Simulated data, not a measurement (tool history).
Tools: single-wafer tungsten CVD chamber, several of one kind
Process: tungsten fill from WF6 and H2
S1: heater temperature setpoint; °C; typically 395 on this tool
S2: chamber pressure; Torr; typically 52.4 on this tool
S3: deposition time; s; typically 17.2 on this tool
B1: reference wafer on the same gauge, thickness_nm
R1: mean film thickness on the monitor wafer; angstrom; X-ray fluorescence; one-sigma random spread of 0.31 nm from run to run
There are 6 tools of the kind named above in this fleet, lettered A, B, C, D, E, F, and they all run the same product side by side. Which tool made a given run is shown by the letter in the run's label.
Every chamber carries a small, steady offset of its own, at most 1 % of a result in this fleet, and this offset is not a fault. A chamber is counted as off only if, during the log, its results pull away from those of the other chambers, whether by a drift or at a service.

| run | day | S1 | S2 | S3 | B1 | R1 |
|---|---|---|---|---|---|---|
| 1F | 0.4 | 395 | 52.4 | 17.2 | 63.686 | 587.48 |
| 2C | 0.608 | 395 | 52.4 | 17.2 | 63.733 | 585.36 |
| 3B | 1.004 | 395 | 52.4 | 17.2 | 63.713 | 589.01 |
| 4A | 1.354 | 395 | 52.4 | 17.2 | 63.759 | 590.85 |
| 5D | 1.746 | 395 | 52.4 | 17.2 | 63.714 | 590.92 |
| 6E | 2.138 | 395 | 52.4 | 17.2 | 63.608 | 589.46 |
| 7C | 2.521 | 395 | 52.4 | 17.2 | 63.677 | 584.39 |
| 8D | 2.958 | 395 | 52.4 | 17.2 | 63.748 | 590.66 |
| 9A | 3.171 | 395 | 52.4 | 17.2 | 63.629 | 587.19 |
| 10F | 3.546 | 395 | 52.4 | 17.2 | 63.682 | 591.5 |
| 11E | 3.904 | 395 | 52.4 | 17.2 | 63.653 | 586.64 |
| 12B | 4.208 | 395 | 52.4 | 17.2 | 63.679 | 588.22 |
| 13A | 4.554 | 395 | 52.4 | 17.2 | 63.649 | 582.26 |
| 14B | 4.771 | 395 | 52.4 | 17.2 | 63.733 | 581.02 |
| 15D | 5.008 | 395 | 52.4 | 17.2 | 63.705 | 586.74 |
| 16E | 5.396 | 395 | 52.4 | 17.2 | 63.708 | 581.75 |
|  | 5.717 | chamber E: capacitance manometer re-zeroed and calibrated |
| 17F | 5.746 | 383 | 52.4 | 17.2 | 63.631 | 467.75 |
| 18C | 5.967 | 383 | 52.4 | 17.2 | 63.774 | 458.66 |
| 19E | 6.179 | 383 | 52.4 | 17.2 | 63.654 | 463.52 |
| 20B | 6.521 | 383 | 52.4 | 17.2 | 63.653 | 464.42 |
| 21F | 6.892 | 383 | 52.4 | 17.2 | 63.713 | 469.51 |
|  | 7.067 | chamber C: capacitance manometer re-zeroed and calibrated |
| 22D | 7.258 | 383 | 52.4 | 17.2 | 63.662 | 465.41 |
| 23A | 7.696 | 395 | 52.4 | 17.2 | 63.723 | 583 |
| 24C | 8.008 | 395 | 52.4 | 17.2 | 63.767 | 582.64 |
| 25C | 8.221 | 395 | 52.4 | 17.2 | 63.664 | 588.51 |
| 26D | 8.533 | 395 | 52.4 | 17.2 | 63.744 | 588.05 |
| 27A | 8.879 | 395 | 52.4 | 17.2 | 63.659 | 589.36 |
| 28E | 9.092 | 395 | 52.4 | 17.2 | 63.738 | 587.65 |
| 29B | 9.538 | 402 | 52.4 | 20 | 63.699 | 773.23 |
| 30F | 9.983 | 402 | 52.4 | 20 | 63.666 | 772.19 |
| 31F | 10.362 | 402 | 52.4 | 20 | 63.627 | 778.2 |
| 32A | 10.725 | 402 | 52.4 | 20 | 63.679 | 770.21 |
| 33E | 11.038 | 402 | 52.4 | 20 | 63.692 | 772.79 |
|  | 11.304 | chamber A: capacitance manometer re-zeroed and calibrated |
| 34D | 11.454 | 402 | 52.4 | 20 | 63.74 | 779.85 |
| 35B | 11.667 | 395 | 52.4 | 17.2 | 63.667 | 583.63 |
| 36C | 11.979 | 395 | 52.4 | 17.2 | 63.731 | 587.83 |
| 37A | 12.392 | 395 | 52.4 | 17.2 | 63.684 | 580.76 |
| 38F | 12.683 | 395 | 52.4 | 17.2 | 63.664 | 592.52 |
| 39D | 13.125 | 380 | 52.4 | 15.2 | 63.719 | 388.84 |

What goes on in this fleet: one chamber off, a drifting gauge, or nothing beyond the chambers' own small offsets? Name the chamber and the cause, if any.

Neither any chamber nor the gauge drifts; the chambers differ only by their own small, steady offsets.

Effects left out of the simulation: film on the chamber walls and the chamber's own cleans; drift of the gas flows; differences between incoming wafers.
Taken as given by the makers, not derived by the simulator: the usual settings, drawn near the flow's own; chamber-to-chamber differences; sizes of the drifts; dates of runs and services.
